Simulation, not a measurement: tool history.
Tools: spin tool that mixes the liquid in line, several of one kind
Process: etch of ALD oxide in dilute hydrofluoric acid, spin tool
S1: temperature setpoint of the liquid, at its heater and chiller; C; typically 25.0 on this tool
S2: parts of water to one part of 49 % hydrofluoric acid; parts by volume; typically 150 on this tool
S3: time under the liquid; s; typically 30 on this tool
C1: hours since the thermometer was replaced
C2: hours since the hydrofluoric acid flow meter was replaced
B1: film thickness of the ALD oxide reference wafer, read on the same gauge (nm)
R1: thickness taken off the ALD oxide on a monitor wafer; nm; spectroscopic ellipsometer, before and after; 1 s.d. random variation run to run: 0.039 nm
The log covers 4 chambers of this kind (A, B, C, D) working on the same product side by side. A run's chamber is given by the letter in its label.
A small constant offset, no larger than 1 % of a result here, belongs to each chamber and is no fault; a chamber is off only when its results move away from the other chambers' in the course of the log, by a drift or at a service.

Run 1C, hour 7.7: usual settings; C1 1132.3; C2 1501.2; B1 110.02. Result: R1 5.2721 nm.
Run 2A, hour 13.2: usual settings; C1 1112.2; C2 149.7; B1 109.99. Result: R1 5.2174 nm.
Run 3B, hour 19.8: usual settings; C1 1705.3; C2 652.1; B1 110.00. Result: R1 5.3197 nm.
Run 4D, hour 25.6: usual settings; C1 480.7; C2 142.8; B1 109.99. Result: R1 5.2000 nm.
Run 5A, hour 33.4: usual settings but S1 20.5 C; C1 1132.4; C2 169.9; B1 110.00. Result: R1 4.5027 nm.
Run 6B, hour 42.0: usual settings but S1 20.5 C; C1 1727.5; C2 674.3; B1 110.01. Result: R1 4.3872 nm.
Run 7D, hour 50.0: usual settings but S1 20.5 C; C1 505.1; C2 167.2; B1 109.98. Result: R1 4.3997 nm.
Run 8C, hour 56.5: usual settings but S1 20.5 C; C1 1181.1; C2 1550.0; B1 109.99. Result: R1 4.3907 nm.
Run 9D, hour 63.7: usual settings; C1 518.8; C2 180.9; B1 109.99. Result: R1 5.1676 nm.
Run 10B, hour 72.3: usual settings; C1 1757.8; C2 704.6; B1 110.01. Result: R1 5.2948 nm.
At hour 79.1: chamber B: hydrofluoric acid flow meter replaced.
Run 11A, hour 79.8: usual settings; C1 1178.8; C2 216.3; B1 110.01. Result: R1 5.2164 nm.
Run 12C, hour 87.5: usual settings; C1 1212.1; C2 1581.0; B1 110.00. Result: R1 5.2598 nm.
Run 13A, hour 95.3: usual settings; C1 1194.3; C2 231.8; B1 110.02. Result: R1 5.2544 nm.
Run 14B, hour 101.9: usual settings; C1 1787.4; C2 22.8; B1 110.00. Result: R1 5.1670 nm.
At hour 102.5: chamber C: hydrofluoric acid flow meter replaced.
Run 15C, hour 110.1: usual settings; C1 1234.7; C2 7.7; B1 110.03. Result: R1 5.2858 nm.
Run 16D, hour 114.5: usual settings; C1 569.6; C2 231.7; B1 109.98. Result: R1 5.2130 nm.
Run 17A, hour 123.2: usual settings; C1 1222.2; C2 259.7; B1 110.02. Result: R1 5.2373 nm.
Run 18D, hour 131.0: usual settings; C1 586.1; C2 248.2; B1 110.01. Result: R1 5.2815 nm.
Run 19C, hour 136.6: usual settings; C1 1261.2; C2 34.2; B1 110.02. Result: R1 5.2596 nm.
Run 20B, hour 142.4: usual settings; C1 1827.9; C2 63.3; B1 110.00. Result: R1 5.0500 nm.
Run 21D, hour 149.5: usual settings; C1 604.6; C2 266.7; B1 110.00. Result: R1 5.2357 nm.
Run 22B, hour 157.1: usual settings; C1 1842.6; C2 78.0; B1 110.00. Result: R1 4.9938 nm.
Run 23A, hour 166.2: usual settings; C1 1265.2; C2 302.7; B1 109.99. Result: R1 5.1862 nm.
Run 24C, hour 170.6: usual settings; C1 1295.2; C2 68.2; B1 109.99. Result: R1 5.2398 nm.

Each of the 4 chambers runs these same settings next. Fill in every chamber's results:
Run 25A, hour 177.1: usual settings. Result: R1 ?.
Run 25B, hour 177.1: usual settings. Result: R1 ?.
Run 25C, hour 177.1: usual settings. Result: R1 ?.
Run 25D, hour 177.1: usual settings. Result: R1 ?.

run      R1
25A  5.3210
25B  4.9600
25C  5.2598
25D  5.1846
